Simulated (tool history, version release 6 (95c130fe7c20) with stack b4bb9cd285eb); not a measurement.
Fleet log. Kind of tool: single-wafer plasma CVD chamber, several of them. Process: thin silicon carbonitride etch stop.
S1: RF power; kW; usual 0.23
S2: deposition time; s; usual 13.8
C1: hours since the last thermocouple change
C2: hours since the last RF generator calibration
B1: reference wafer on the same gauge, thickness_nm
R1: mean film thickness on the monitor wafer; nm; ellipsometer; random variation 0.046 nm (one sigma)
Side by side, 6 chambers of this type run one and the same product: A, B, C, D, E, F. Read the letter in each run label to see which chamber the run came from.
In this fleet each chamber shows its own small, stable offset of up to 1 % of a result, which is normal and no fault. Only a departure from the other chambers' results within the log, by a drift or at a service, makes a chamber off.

{"run": "1A", "hour": 9.7, "S1": 0.23, "S2": 13.8, "C1": 820.5, "C2": 1140.4, "B1": 8.2712, "R1": 8.2621}
{"run": "2C", "hour": 17.1, "S1": 0.23, "S2": 13.8, "C1": 20.1, "C2": 605, "B1": 8.2678, "R1": 8.2003}
{"run": "3F", "hour": 28.7, "S1": 0.23, "S2": 13.8, "C1": 2089.7, "C2": 1190.2, "B1": 8.2688, "R1": 8.2622}
{"run": "4E", "hour": 36.9, "S1": 0.23, "S2": 13.8, "C1": 518.4, "C2": 792.4, "B1": 8.2592, "R1": 8.2299}
{"run": "5D", "hour": 47.3, "S1": 0.23, "S2": 13.8, "C1": 924.2, "C2": 1820.9, "B1": 8.2729, "R1": 8.2213}
{"run": "6B", "hour": 52.9, "S1": 0.23, "S2": 11.4, "C1": 1002.9, "C2": 2539.7, "B1": 8.2777, "R1": 6.8406}
{"run": "7B", "hour": 59.2, "S1": 0.23, "S2": 11.4, "C1": 1009.2, "C2": 2546, "B1": 8.2866, "R1": 6.8917}
{"hour": 68.6, "done": "chamber B: RF generator calibrated"}
{"run": "8F", "hour": 70.3, "S1": 0.23, "S2": 11.4, "C1": 2131.3, "C2": 1231.8, "B1": 8.2751, "R1": 6.8953}
{"run": "9C", "hour": 80.1, "S1": 0.23, "S2": 11.4, "C1": 83.1, "C2": 668, "B1": 8.264, "R1": 6.8546}
{"run": "10E", "hour": 92.7, "S1": 0.23, "S2": 11.4, "C1": 574.2, "C2": 848.2, "B1": 8.2707, "R1": 6.8113}
{"run": "11A", "hour": 98.3, "S1": 0.23, "S2": 11.4, "C1": 909.1, "C2": 1229, "B1": 8.2744, "R1": 6.8012}
{"run": "12D", "hour": 110.3, "S1": 0.23, "S2": 13.8, "C1": 987.2, "C2": 1883.9, "B1": 8.2658, "R1": 8.1878}
{"run": "13D", "hour": 120.0, "S1": 0.23, "S2": 13.8, "C1": 996.9, "C2": 1893.6, "B1": 8.264, "R1": 8.1987}
{"run": "14E", "hour": 128.8, "S1": 0.23, "S2": 13.8, "C1": 610.3, "C2": 884.3, "B1": 8.2789, "R1": 8.227}
{"hour": 135.4, "done": "chamber E: RF generator calibrated"}
{"run": "15A", "hour": 138.2, "S1": 0.26, "S2": 15.3, "C1": 949, "C2": 1268.9, "B1": 8.2704, "R1": 9.4531}
{"run": "16C", "hour": 148.8, "S1": 0.26, "S2": 15.3, "C1": 151.8, "C2": 736.7, "B1": 8.262, "R1": 9.4111}
{"run": "17B", "hour": 160.0, "S1": 0.26, "S2": 15.3, "C1": 1110, "C2": 91.5, "B1": 8.2797, "R1": 9.4118}
{"run": "18F", "hour": 170.8, "S1": 0.26, "S2": 15.3, "C1": 2231.8, "C2": 1332.3, "B1": 8.2636, "R1": 9.4404}
{"run": "19B", "hour": 176.8, "S1": 0.26, "S2": 15.3, "C1": 1126.8, "C2": 108.3, "B1": 8.2748, "R1": 9.5411}
{"run": "20F", "hour": 187.1, "S1": 0.26, "S2": 15.3, "C1": 2248.1, "C2": 1348.6, "B1": 8.2681, "R1": 9.5377}
{"run": "21D", "hour": 193.2, "S1": 0.265, "S2": 13, "C1": 1070.1, "C2": 1966.8, "B1": 8.2705, "R1": 8.0781}
{"run": "22A", "hour": 202.3, "S1": 0.265, "S2": 13, "C1": 1013.1, "C2": 1333, "B1": 8.2683, "R1": 8.0963}
{"run": "23E", "hour": 212.8, "S1": 0.265, "S2": 13, "C1": 694.3, "C2": 77.5, "B1": 8.2688, "R1": 8.046}
{"run": "24C", "hour": 224.9, "S1": 0.265, "S2": 13, "C1": 227.9, "C2": 812.8, "B1": 8.2517, "R1": 7.9465}
{"run": "25F", "hour": 234.0, "S1": 0.265, "S2": 13, "C1": 2295, "C2": 1395.5, "B1": 8.2707, "R1": 8.0539}
{"run": "26D", "hour": 239.7, "S1": 0.265, "S2": 13, "C1": 1116.6, "C2": 2013.3, "B1": 8.258, "R1": 8.1145}
{"run": "27E", "hour": 252.1, "S1": 0.23, "S2": 13.8, "C1": 733.6, "C2": 116.8, "B1": 8.274, "R1": 8.1981}
{"run": "28C", "hour": 261.9, "S1": 0.23, "S2": 13.8, "C1": 264.9, "C2": 849.8, "B1": 8.2736, "R1": 8.1499}
{"run": "29A", "hour": 270.5, "S1": 0.23, "S2": 13.8, "C1": 1081.3, "C2": 1401.2, "B1": 8.2746, "R1": 8.2433}
{"run": "30B", "hour": 281.7, "S1": 0.23, "S2": 13.8, "C1": 1231.7, "C2": 213.2, "B1": 8.2816, "R1": 8.2577}
{"run": "31C", "hour": 293.2, "S1": 0.205, "S2": 15.7, "C1": 296.2, "C2": 881.1, "B1": 8.2687, "R1": 9.0008}
{"run": "32F", "hour": 302.6, "S1": 0.205, "S2": 15.7, "C1": 2363.6, "C2": 1464.1, "B1": 8.2746, "R1": 8.9395}
{"run": "33B", "hour": 313.3, "S1": 0.205, "S2": 15.7, "C1": 1263.3, "C2": 244.8, "B1": 8.2663, "R1": 9.1246}
{"run": "34D", "hour": 324.9, "S1": 0.205, "S2": 15.7, "C1": 1201.8, "C2": 2098.5, "B1": 8.2718, "R1": 8.9451}
{"run": "35E", "hour": 333.7, "S1": 0.205, "S2": 15.7, "C1": 815.2, "C2": 198.4, "B1": 8.2709, "R1": 8.9575}
{"run": "36A", "hour": 340.9, "S1": 0.205, "S2": 15.7, "C1": 1151.7, "C2": 1471.6, "B1": 8.2578, "R1": 9.1123}
{"run": "37B", "hour": 350.4, "S1": 0.23, "S2": 13.8, "C1": 1300.4, "C2": 281.9, "B1": 8.2653, "R1": 8.2787}
{"run": "38E", "hour": 358.4, "S1": 0.265, "S2": 12.2, "C1": 839.9, "C2": 223.1, "B1": 8.2656, "R1": 7.6339}
{"run": "39C", "hour": 371.0, "S1": 0.265, "S2": 12.2, "C1": 374, "C2": 958.9, "B1": 8.2647, "R1": 7.5685}

Has any chamber moved away from the others, gradually or after a service, or does the common gauge drift, or do the chambers differ only by their own small steady offsets? State the chamber and the most likely cause if one applies.

No chamber stands off beyond its own small offset, and the gauge holds steady.
